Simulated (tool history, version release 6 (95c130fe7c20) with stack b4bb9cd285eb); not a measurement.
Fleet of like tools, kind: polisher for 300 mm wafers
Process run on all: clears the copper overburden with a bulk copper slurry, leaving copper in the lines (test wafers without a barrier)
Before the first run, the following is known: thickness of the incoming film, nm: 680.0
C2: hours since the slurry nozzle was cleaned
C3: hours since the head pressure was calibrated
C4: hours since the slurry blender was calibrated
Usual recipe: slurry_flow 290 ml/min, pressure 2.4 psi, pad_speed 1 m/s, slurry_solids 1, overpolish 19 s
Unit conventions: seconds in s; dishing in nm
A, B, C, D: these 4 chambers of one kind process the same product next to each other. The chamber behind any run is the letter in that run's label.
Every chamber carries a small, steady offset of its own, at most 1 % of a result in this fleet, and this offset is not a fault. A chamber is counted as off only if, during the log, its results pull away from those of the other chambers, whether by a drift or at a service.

{"hour": 6.7, "done": "chamber B: slurry blender recalibrated"}
{"run": "1B", "hour": 7.0, "slurry_flow": 290, "pressure": 2.4, "pad_speed": 1, "slurry_solids": 1, "overpolish": 19, "wafers polished on this pad": 143, "C2": 503.9, "C3": 295, "C4": 0.4, "seconds": 80.808, "dishing": 85.831}
{"run": "2C", "hour": 14.1, "slurry_flow": 290, "pressure": 2.4, "pad_speed": 1, "slurry_solids": 1, "overpolish": 19, "wafers polished on this pad": 106, "C2": 336.5, "C3": 344.1, "C4": 196.7, "seconds": 80.579, "dishing": 86.515}
{"run": "3D", "hour": 21.5, "slurry_flow": 290, "pressure": 2.4, "pad_speed": 1, "slurry_solids": 1, "overpolish": 19, "wafers polished on this pad": 254, "C2": 213, "C3": 90.1, "C4": 304.9, "seconds": 78.141, "dishing": 83.521}
{"run": "4A", "hour": 26.2, "slurry_flow": 290, "pressure": 2.4, "pad_speed": 1, "slurry_solids": 1, "overpolish": 19, "wafers polished on this pad": 632, "C2": 89.1, "C3": 698.7, "C4": 169.5, "seconds": 81.718, "dishing": 79.68}
{"run": "5A", "hour": 30.0, "slurry_flow": 290, "pressure": 2.4, "pad_speed": 1, "slurry_solids": 1, "overpolish": 19, "wafers polished on this pad": 660, "C2": 92.9, "C3": 702.5, "C4": 173.3, "seconds": 79.689, "dishing": 87.751}
{"run": "6B", "hour": 37.7, "slurry_flow": 290, "pressure": 2.4, "pad_speed": 1, "slurry_solids": 1, "overpolish": 19, "wafers polished on this pad": 367, "C2": 534.6, "C3": 325.7, "C4": 31.1, "seconds": 81.203, "dishing": 84.796}
{"run": "7C", "hour": 43.5, "slurry_flow": 290, "pressure": 2.4, "pad_speed": 1, "slurry_solids": 1, "overpolish": 19, "wafers polished on this pad": 322, "C2": 365.9, "C3": 373.5, "C4": 226.1, "seconds": 81.53, "dishing": 85.599}
{"run": "8D", "hour": 50.6, "slurry_flow": 290, "pressure": 2.4, "pad_speed": 1, "slurry_solids": 1, "overpolish": 19, "wafers polished on this pad": 467, "C2": 242.1, "C3": 119.2, "C4": 334, "seconds": 81.041, "dishing": 82.785}
{"run": "9C", "hour": 55.1, "slurry_flow": 290, "pressure": 2.4, "pad_speed": 1, "slurry_solids": 1, "overpolish": 19, "wafers polished on this pad": 407, "C2": 377.5, "C3": 385.1, "C4": 237.7, "seconds": 79.697, "dishing": 84.491}
{"run": "10D", "hour": 60.1, "slurry_flow": 290, "pressure": 2.4, "pad_speed": 1, "slurry_solids": 1, "overpolish": 19, "wafers polished on this pad": 537, "C2": 251.6, "C3": 128.7, "C4": 343.5, "seconds": 79.755, "dishing": 88.465}
{"hour": 66.7, "done": "chamber A: slurry blender recalibrated"}
{"hour": 67.0, "done": "chamber D: slurry blender recalibrated"}
{"run": "11A", "hour": 68.7, "slurry_flow": 290, "pressure": 2.4, "pad_speed": 1, "slurry_solids": 1, "overpolish": 19, "wafers polished on this pad": 943, "C2": 131.6, "C3": 741.2, "C4": 2.1, "seconds": 81.193, "dishing": 84.791}
{"hour": 70.0, "done": "chamber C: head pressure recalibrated"}
{"hour": 71.1, "done": "chamber B: worn pad replaced by a new one"}
{"run": "12B", "hour": 73.4, "slurry_flow": 290, "pressure": 2.4, "pad_speed": 1, "slurry_solids": 1, "overpolish": 19, "wafers polished on this pad": 16, "C2": 570.3, "C3": 361.4, "C4": 66.8, "seconds": 80.986, "dishing": 85.642}
{"run": "13C", "hour": 78.2, "slurry_flow": 290, "pressure": 2.4, "pad_speed": 1, "slurry_solids": 1, "overpolish": 19, "wafers polished on this pad": 576, "C2": 400.6, "C3": 8.2, "C4": 260.8, "seconds": 82.997, "dishing": 83.234}
{"hour": 80.2, "done": "chamber A: worn pad replaced by a new one"}
{"run": "14B", "hour": 83.3, "slurry_flow": 290, "pressure": 2.4, "pad_speed": 1, "slurry_solids": 1, "overpolish": 19, "wafers polished on this pad": 89, "C2": 580.2, "C3": 371.3, "C4": 76.7, "seconds": 80.36, "dishing": 84.462}
{"run": "15A", "hour": 90.9, "slurry_flow": 290, "pressure": 2.4, "pad_speed": 1, "slurry_solids": 1, "overpolish": 19, "wafers polished on this pad": 78, "C2": 153.8, "C3": 763.4, "C4": 24.3, "seconds": 78.159, "dishing": 81.129}
{"run": "16D", "hour": 99.6, "slurry_flow": 290, "pressure": 2.4, "pad_speed": 1, "slurry_solids": 1, "overpolish": 19, "wafers polished on this pad": 826, "C2": 291.1, "C3": 168.2, "C4": 32.7, "seconds": 80.712, "dishing": 83.669}
{"run": "17C", "hour": 107.1, "slurry_flow": 290, "pressure": 2.4, "pad_speed": 1, "slurry_solids": 1, "overpolish": 19, "wafers polished on this pad": 787, "C2": 429.5, "C3": 37.1, "C4": 289.7, "seconds": 82.972, "dishing": 83.883}
{"run": "18D", "hour": 114.3, "slurry_flow": 290, "pressure": 2.4, "pad_speed": 1, "slurry_solids": 1, "overpolish": 19, "wafers polished on this pad": 934, "C2": 305.8, "C3": 182.9, "C4": 47.4, "seconds": 80.739, "dishing": 83.612}
{"hour": 115.1, "done": "chamber C: worn pad replaced by a new one"}
{"run": "19A", "hour": 119.7, "slurry_flow": 290, "pressure": 2.4, "pad_speed": 1, "slurry_solids": 1, "overpolish": 19, "wafers polished on this pad": 289, "C2": 182.6, "C3": 792.2, "C4": 53.1, "seconds": 81.399, "dishing": 84.147}
{"hour": 120.0, "done": "chamber D: worn pad replaced by a new one"}
{"run": "20B", "hour": 125.7, "slurry_flow": 290, "pressure": 3, "pad_speed": 1.34, "slurry_solids": 1, "overpolish": 19, "wafers polished on this pad": 399, "C2": 622.6, "C3": 413.7, "C4": 119.1, "seconds": 47.409, "dishing": 117.05}
{"run": "21A", "hour": 131.6, "slurry_flow": 290, "pressure": 3, "pad_speed": 1.34, "slurry_solids": 1, "overpolish": 19, "wafers polished on this pad": 376, "C2": 194.5, "C3": 804.1, "C4": 65, "seconds": 46.48, "dishing": 113.63}
{"run": "22C", "hour": 140.0, "slurry_flow": 290, "pressure": 3, "pad_speed": 1.34, "slurry_solids": 1, "overpolish": 19, "wafers polished on this pad": 182, "C2": 462.4, "C3": 70, "C4": 322.6, "seconds": 50.878, "dishing": 114.87}
{"run": "23D", "hour": 148.5, "slurry_flow": 290, "pressure": 3, "pad_speed": 1.34, "slurry_solids": 1, "overpolish": 19, "wafers polished on this pad": 208, "C2": 340, "C3": 217.1, "C4": 81.6, "seconds": 48.325, "dishing": 114.95}
{"run": "24B", "hour": 152.6, "slurry_flow": 290, "pressure": 2.4, "pad_speed": 1, "slurry_solids": 1, "overpolish": 19, "wafers polished on this pad": 596, "C2": 649.5, "C3": 440.6, "C4": 146, "seconds": 82.456, "dishing": 87.489}
{"run": "25A", "hour": 160.5, "slurry_flow": 290, "pressure": 2.4, "pad_speed": 1, "slurry_solids": 1, "overpolish": 19, "wafers polished on this pad": 588, "C2": 223.4, "C3": 833, "C4": 93.9, "seconds": 81.092, "dishing": 83.046}
{"run": "26C", "hour": 164.6, "slurry_flow": 290, "pressure": 2.4, "pad_speed": 1, "slurry_solids": 1.2, "overpolish": 19, "wafers polished on this pad": 362, "C2": 487, "C3": 94.6, "C4": 347.2, "seconds": 83.893, "dishing": 80.8}
{"run": "27B", "hour": 170.8, "slurry_flow": 290, "pressure": 2.4, "pad_speed": 1, "slurry_solids": 1.2, "overpolish": 19, "wafers polished on this pad": 730, "C2": 667.7, "C3": 458.8, "C4": 164.2, "seconds": 78.06, "dishing": 83.673}
{"hour": 175.7, "done": "chamber B: worn pad replaced by a new one"}
{"run": "28D", "hour": 178.7, "slurry_flow": 290, "pressure": 2.4, "pad_speed": 1, "slurry_solids": 1.2, "overpolish": 19, "wafers polished on this pad": 429, "C2": 370.2, "C3": 247.3, "C4": 111.8, "seconds": 78.003, "dishing": 83.869}
{"run": "29C", "hour": 184.1, "slurry_flow": 290, "pressure": 2.4, "pad_speed": 1, "slurry_solids": 1.2, "overpolish": 19, "wafers polished on this pad": 505, "C2": 506.5, "C3": 114.1, "C4": 366.7, "seconds": 83.828, "dishing": 83.477}
{"run": "30B", "hour": 188.6, "slurry_flow": 290, "pressure": 2.4, "pad_speed": 1, "slurry_solids": 0.85, "overpolish": 19, "wafers polished on this pad": 95, "C2": 685.5, "C3": 476.6, "C4": 182, "seconds": 84.718, "dishing": 84.578}

Does one chamber stand apart from the rest, does the shared gauge drift, or is all well apart from small per-chamber offsets? Give the chamber and the most likely cause, where there is one.

Little by little, chamber C moves away from the other chambers.
Most likely cause: abrasive missing from the slurry, % = 32.6.

Chamber C could run next with any of the 4 candidate recipes listed below; each alters the usual settings, and their results appear as question marks. Which one brings its results back in line with what the other chambers deliver on the usual settings?
Allowed miss from the other chambers' usual-settings mean, per result, to count as in line: seconds 3 s; dishing 7 nm
{"run": "31C-1", "hour": 194.8, "slurry_flow": 290, "pressure": 2.4, "pad_speed": 1.02, "slurry_solids": 1, "overpolish": 19, "seconds": "?", "dishing": "?"}
{"run": "31C-2", "hour": 194.8, "slurry_flow": 290, "pressure": 2.4, "pad_speed": 0.98, "slurry_solids": 1, "overpolish": 19, "seconds": "?", "dishing": "?"}
{"run": "31C-3", "hour": 194.8, "slurry_flow": 290, "pressure": 2.5, "pad_speed": 1.04, "slurry_solids": 1, "overpolish": 19, "seconds": "?", "dishing": "?"}
{"run": "31C-4", "hour": 194.8, "slurry_flow": 290, "pressure": 2.3, "pad_speed": 0.96, "slurry_solids": 1, "overpolish": 19, "seconds": "?", "dishing": "?"}

Average result of the remaining chambers running the usual settings: seconds 80.56 s; dishing 84.518 nm
run=31C-1 seconds=86.645 dishing=79.865
run=31C-2 seconds=90.186 dishing=77.842
run=31C-3 seconds=81.529 dishing=83.523
run=31C-4 seconds=96.133 dishing=74.179
31C-3 is the one that brings the chamber's results back in line with the other chambers.
